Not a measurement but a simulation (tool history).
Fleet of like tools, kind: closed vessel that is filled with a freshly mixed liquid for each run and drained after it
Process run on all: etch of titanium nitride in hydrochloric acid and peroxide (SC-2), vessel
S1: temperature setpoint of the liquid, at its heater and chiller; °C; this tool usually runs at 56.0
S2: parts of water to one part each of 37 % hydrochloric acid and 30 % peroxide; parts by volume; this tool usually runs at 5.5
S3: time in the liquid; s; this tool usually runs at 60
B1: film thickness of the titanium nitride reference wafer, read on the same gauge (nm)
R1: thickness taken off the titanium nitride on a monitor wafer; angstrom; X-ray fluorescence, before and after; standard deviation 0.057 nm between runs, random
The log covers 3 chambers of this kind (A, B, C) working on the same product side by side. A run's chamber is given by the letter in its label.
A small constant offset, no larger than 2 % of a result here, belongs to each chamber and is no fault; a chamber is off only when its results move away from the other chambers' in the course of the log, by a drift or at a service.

run	hour	S1	S2	S3	B1	R1
1B	10.5	56.0	5.5	60	40.016	61.864
2C	21.6	56.0	5.5	60	40.026	61.392
3A	27.5	56.0	5.5	60	39.975	60.599
4C	35.9	56.0	5.5	60	39.988	62.446
5A	47.1	56.0	5.5	60	40.045	60.671
# hour 48.9: chamber C: new drum of peroxide connected
6B	55.5	56.0	4.0	45	39.974	57.619
7C	62.0	56.0	4.0	45	39.983	58.093
8B	67.8	56.0	4.0	45	40.019	59.072
9A	74.1	56.0	5.5	60	39.989	60.793
10B	85.6	56.0	4.0	60	39.978	77.475
11C	97.1	56.0	4.0	60	40.041	77.365
12A	103.2	56.0	4.0	60	40.020	76.172
13B	110.9	56.0	5.5	60	39.967	60.748
14A	120.8	56.0	5.5	60	39.979	61.953
15C	131.9	56.0	5.5	60	39.988	62.069
16A	137.5	56.0	5.5	60	40.001	62.039
17B	144.5	56.0	5.5	60	39.990	62.732
18C	153.3	56.0	5.5	60	40.019	62.520
19B	161.8	56.0	5.5	60	39.970	60.709
20A	173.4	49.0	5.5	75	39.957	50.652
21C	183.1	49.0	5.5	75	39.982	49.020
22B	195.3	49.0	5.5	75	39.974	49.610
23A	204.7	56.0	5.5	60	39.995	65.812
24C	216.1	56.0	5.5	60	39.975	62.528
25B	224.1	56.0	5.5	35	39.989	35.674
26A	232.6	56.0	5.5	35	40.005	38.291
27C	244.9	56.0	5.5	35	39.993	36.328
28A	254.2	64.0	4.0	60	39.976	136.760
29C	260.6	64.0	4.0	60	39.967	126.790
30B	267.0	64.0	4.0	60	40.009	127.570
31A	273.4	56.0	5.5	60	39.947	68.091

Decide between three cases: one chamber stands off from its peers, the gauge reading all wafers drifts, or nothing is wrong past each chamber's small offset. Where a chamber is off, say which and what most likely put it there.

It is chamber A that slowly wanders off from its peers.
Likeliest cause: liquid hotter than its thermometer reads (K) = 1.75.

Which of the 4 candidates below, each the usual settings with something changed and its results left as question marks, puts chamber A back in line with what the other chambers give on the usual settings?
To be in line, a result may differ from the other chambers' mean on the usual settings by at most: R1 2.000 angstrom
32A-1	282.6	56.0	5.5	65		?
32A-2	282.6	54.5	5.5	60		?
32A-3	282.6	55.5	5.5	60		?
32A-4	282.6	56.5	5.5	60		?

Usual-settings mean across the other chambers: R1 62.158 angstrom
run	R1
32A-1	73.637
32A-2	61.842
32A-3	65.843
32A-4	70.121
32A-2 is the one that brings the chamber's results back in line with the other chambers.

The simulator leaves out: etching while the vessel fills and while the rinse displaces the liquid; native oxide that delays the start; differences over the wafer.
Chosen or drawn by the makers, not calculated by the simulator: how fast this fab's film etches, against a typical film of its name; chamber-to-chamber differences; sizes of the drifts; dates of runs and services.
